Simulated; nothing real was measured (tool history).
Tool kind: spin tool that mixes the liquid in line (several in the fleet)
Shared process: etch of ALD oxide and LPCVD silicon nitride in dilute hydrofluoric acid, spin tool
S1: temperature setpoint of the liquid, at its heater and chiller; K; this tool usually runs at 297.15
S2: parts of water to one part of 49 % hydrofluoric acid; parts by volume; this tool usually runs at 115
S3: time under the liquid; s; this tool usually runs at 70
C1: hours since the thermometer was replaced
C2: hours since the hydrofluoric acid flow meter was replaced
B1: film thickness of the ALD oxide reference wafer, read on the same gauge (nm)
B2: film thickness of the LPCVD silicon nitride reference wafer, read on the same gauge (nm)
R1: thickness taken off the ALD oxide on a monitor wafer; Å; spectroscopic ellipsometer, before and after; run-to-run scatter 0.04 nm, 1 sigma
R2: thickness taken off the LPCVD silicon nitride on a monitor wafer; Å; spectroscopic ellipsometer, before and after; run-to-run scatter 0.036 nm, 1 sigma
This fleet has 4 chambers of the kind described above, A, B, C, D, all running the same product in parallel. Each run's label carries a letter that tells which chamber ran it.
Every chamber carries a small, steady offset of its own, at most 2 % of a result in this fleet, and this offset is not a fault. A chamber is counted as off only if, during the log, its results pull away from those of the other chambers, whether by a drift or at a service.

| run | hour | S1 | S2 | S3 | C1 | C2 | B1 | B2 | R1 | R2 |
|---|---|---|---|---|---|---|---|---|---|---|
| 1C | 5.5 | 297.15 | 115 | 70 | 1034.4 | 478.2 | 100.020 | 109.99 | 68.840 | 3.00130 |
| 2D | 8.5 | 297.15 | 115 | 70 | 1290.0 | 191.5 | 100.020 | 110.01 | 68.712 | 3.49600 |
| 3A | 11.3 | 297.15 | 115 | 70 | 234.2 | 400.7 | 100.020 | 109.99 | 67.385 | 3.13760 |
| 4B | 16.1 | 297.15 | 115 | 70 | 1340.9 | 537.5 | 99.978 | 109.98 | 68.401 | 3.59300 |
| 5D | 19.9 | 297.15 | 115 | 70 | 1301.4 | 202.9 | 100.020 | 110.00 | 69.775 | 2.90450 |
| 6C | 23.1 | 297.15 | 115 | 70 | 1052.0 | 495.8 | 100.040 | 109.99 | 68.222 | 3.90720 |
| 7B | 27.5 | 297.15 | 115 | 70 | 1352.3 | 548.9 | 99.973 | 109.97 | 68.369 | 3.22200 |
| 8A | 32.4 | 297.15 | 115 | 30 | 255.3 | 421.8 | 100.010 | 110.00 | 29.139 | 1.43630 |
| 9B | 37.0 | 297.15 | 115 | 30 | 1361.8 | 558.4 | 100.010 | 110.00 | 29.396 | 1.42040 |
| 10C | 40.4 | 297.15 | 115 | 30 | 1069.3 | 513.1 | 100.000 | 110.01 | 29.535 | 1.61490 |
| 11D | 45.2 | 297.15 | 115 | 30 | 1326.7 | 228.2 | 99.987 | 110.01 | 29.441 | 1.48640 |
| 12A | 48.6 | 293.15 | 115 | 35 | 271.5 | 438.0 | 100.010 | 110.01 | 29.213 | 1.36780 |
| 13A | 54.4 | 293.15 | 115 | 35 | 277.3 | 443.8 | 99.985 | 110.00 | 28.805 | 1.19070 |
| 14C | 59.3 | 293.15 | 115 | 35 | 1088.2 | 532.0 | 99.995 | 110.00 | 29.217 | 0.98986 |
| 15B | 64.3 | 293.15 | 115 | 35 | 1389.1 | 585.7 | 99.973 | 109.99 | 29.426 | 1.24920 |
| 16D | 70.1 | 297.15 | 115 | 70 | 1351.6 | 253.1 | 99.997 | 110.02 | 68.975 | 3.67450 |
| 17C | 75.1 | 297.15 | 115 | 70 | 1104.0 | 547.8 | 99.983 | 109.99 | 69.230 | 3.54140 |
| 18A | 79.8 | 297.15 | 115 | 70 | 302.7 | 469.2 | 100.050 | 110.02 | 67.867 | 3.10030 |
| 19B | 84.2 | 297.15 | 115 | 70 | 1409.0 | 605.6 | 100.010 | 110.02 | 68.943 | 2.89700 |
| 20D | 88.1 | 297.15 | 115 | 70 | 1369.6 | 271.1 | 99.985 | 110.00 | 69.922 | 3.35380 |
| 21A | 93.9 | 297.15 | 115 | 70 | 316.8 | 483.3 | 100.030 | 110.01 | 67.465 | 3.35410 |
| 22B | 99.0 | 297.15 | 115 | 70 | 1423.8 | 620.4 | 100.030 | 110.00 | 67.788 | 3.47470 |
| 23D | 104.4 | 297.15 | 115 | 70 | 1385.9 | 287.4 | 99.987 | 109.99 | 69.333 | 3.65730 |
| 24C | 108.5 | 297.15 | 115 | 70 | 1137.4 | 581.2 | 99.981 | 110.00 | 69.491 | 2.82500 |
| 25C | 113.3 | 297.15 | 115 | 70 | 1142.2 | 586.0 | 100.000 | 110.01 | 70.277 | 4.20530 |
| 26A | 116.3 | 297.15 | 115 | 70 | 339.2 | 505.7 | 100.020 | 110.00 | 68.554 | 3.30630 |
| 27B | 122.2 | 297.15 | 115 | 70 | 1447.0 | 643.6 | 100.010 | 110.00 | 67.858 | 3.55850 |
| 28D | 127.8 | 297.15 | 115 | 70 | 1409.3 | 310.8 | 100.010 | 110.01 | 69.574 | 3.15280 |
| 29C | 133.5 | 297.15 | 115 | 70 | 1162.4 | 606.2 | 100.010 | 110.01 | 70.250 | 3.57700 |
| 30B | 137.9 | 297.15 | 115 | 70 | 1462.7 | 659.3 | 100.030 | 109.99 | 68.068 | 2.74050 |
| 31D | 144.0 | 297.15 | 115 | 70 | 1425.5 | 327.0 | 100.010 | 110.01 | 69.051 | 3.27980 |
| 32A | 149.0 | 297.15 | 115 | 70 | 371.9 | 538.4 | 99.969 | 109.99 | 67.631 | 2.48940 |
| 33B | 155.1 | 297.15 | 115 | 70 | 1479.9 | 676.5 | 99.990 | 110.00 | 67.209 | 2.92000 |
| 34D | 160.7 | 297.15 | 115 | 70 | 1442.2 | 343.7 | 100.010 | 110.00 | 69.122 | 2.94510 |

Has any chamber moved away from the others, gradually or after a service, or does the common gauge drift, or do the chambers differ only by their own small steady offsets? State the chamber and the most likely cause if one applies.

Little by little, chamber C moves away from the other chambers.
Cause: liquid hotter than its thermometer reads (K) = 0.935.

Which of the 4 candidates below, each the usual settings with something changed and its results left as question marks, puts chamber C back in line with what the other chambers give on the usual settings?
A result is in line if it is within this distance of the other chambers' mean on the usual settings: R1 1.400 Å; R2 1.20000 Å
| 35C-1 | 165.2 | 295.65 | 110 | 65 |  |  |  |  | ? | ? |
| 35C-2 | 165.2 | 298.65 | 120 | 75 |  |  |  |  | ? | ? |
| 35C-3 | 165.2 | 298.15 | 115 | 70 |  |  |  |  | ? | ? |
| 35C-4 | 165.2 | 296.15 | 115 | 70 |  |  |  |  | ? | ? |

On the usual settings, the other chambers give on average: R1 68.550 Å; R2 3.22380 Å
| run | R1 | R2 |
|---|---|---|
| 35C-1 | 65.671 | 3.13770 |
| 35C-2 | 77.026 | 4.03420 |
| 35C-3 | 74.102 | 3.80600 |
| 35C-4 | 68.538 | 3.34020 |
35C-4 puts the chamber back in line with the other chambers.

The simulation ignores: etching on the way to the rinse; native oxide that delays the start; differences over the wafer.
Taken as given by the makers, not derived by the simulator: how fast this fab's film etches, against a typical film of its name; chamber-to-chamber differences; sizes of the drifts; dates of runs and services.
